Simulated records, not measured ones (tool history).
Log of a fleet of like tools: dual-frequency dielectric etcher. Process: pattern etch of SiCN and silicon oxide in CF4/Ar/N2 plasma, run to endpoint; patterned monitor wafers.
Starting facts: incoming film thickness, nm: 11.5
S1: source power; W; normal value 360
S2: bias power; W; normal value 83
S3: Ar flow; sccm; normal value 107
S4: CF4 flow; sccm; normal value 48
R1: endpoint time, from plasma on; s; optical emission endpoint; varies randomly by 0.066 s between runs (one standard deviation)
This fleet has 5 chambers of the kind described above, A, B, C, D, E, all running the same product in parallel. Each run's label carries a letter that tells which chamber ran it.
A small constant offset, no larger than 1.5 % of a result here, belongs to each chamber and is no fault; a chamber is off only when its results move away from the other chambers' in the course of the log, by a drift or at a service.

run	hour	S1	S2	S3	S4	R1
1D	5.9	360	83	107	48	16.592
# hour 7.8: chamber C: wet clean of the chamber
2A	9.6	360	83	107	48	16.621
3C	17.7	360	83	107	48	16.662
4B	22.5	360	83	107	48	16.358
5E	28.5	360	83	107	48	16.338
6A	35.4	360	83	107	48	16.602
7E	42.6	360	83	107	54	16.232
8C	47.6	360	83	107	54	16.311
9D	53.6	360	83	107	54	16.076
10B	58.3	360	83	107	54	16.004
11E	65.1	360	83	107	54	16.197
12A	70.6	360	83	107	48	16.576
13C	77.1	360	83	107	48	16.483
14D	83.3	360	83	107	48	16.335
15B	89.2	360	83	107	48	16.268
16D	92.9	360	83	107	48	16.378
17A	98.6	360	83	107	48	16.637
18C	105.0	360	83	107	48	16.494
19B	111.4	360	83	107	48	16.390
20E	118.0	360	83	107	48	16.287
21E	125.8	280	83	107	43	20.746
22A	129.3	280	83	107	43	20.989
23C	135.4	280	83	107	43	20.706
24B	139.1	280	83	107	43	20.663
25D	143.5	280	83	107	43	20.544
26E	147.8	310	83	107	48	18.792
27C	152.4	310	83	107	48	18.784
28D	159.7	310	83	107	48	18.346
# hour 159.9: chamber C: source power generator calibrated
29B	163.9	310	83	107	48	18.611
30A	169.8	310	83	107	48	18.974
31C	173.6	360	83	107	48	16.665
32D	181.0	360	83	107	48	16.170
33A	187.1	310	64	107	48	20.761
34E	193.2	310	64	107	48	20.588
35B	199.2	310	64	107	48	20.569
36E	203.4	310	64	107	48	20.537
37A	208.0	310	64	107	48	20.695
38B	214.9	360	83	107	48	16.269
39C	222.0	360	83	107	48	16.730
40D	225.9	360	83	107	48	15.739
41D	232.4	360	83	107	48	15.822
42C	236.7	360	83	84	48	15.920
43B	242.0	360	83	84	48	15.740
44E	246.3	360	83	84	48	15.923

Does one chamber stand apart from the rest, does the shared gauge drift, or is all well apart from small per-chamber offsets? Give the chamber and the most likely cause, where there is one.

One chamber, D, drifts off from the rest bit by bit.
Likeliest cause: etch rate over this chamber's usual, % = 5.31.
Not necessarily distinguishable in this log from: source power that arrives over what is set, %.

Chamber D could run next with any of the 4 candidate recipes listed below; each alters the usual settings, and their results appear as question marks. Which one brings its results back in line with what the other chambers deliver on the usual settings?
In line means no further than this from the other chambers' mean on the usual settings: R1 0.230 s
45D-1	252.2	360	92	103	50	?
45D-2	252.2	360	73	112	48	?
45D-3	252.2	360	83	94	48	?
45D-4	252.2	360	80	109	47	?

Other chambers, usual settings, mean: R1 16.489 s
run	R1
45D-1	14.903
45D-2	16.564
45D-3	15.378
45D-4	15.989
The answer is 45D-2, which returns the chamber to within the allowed miss of the others.
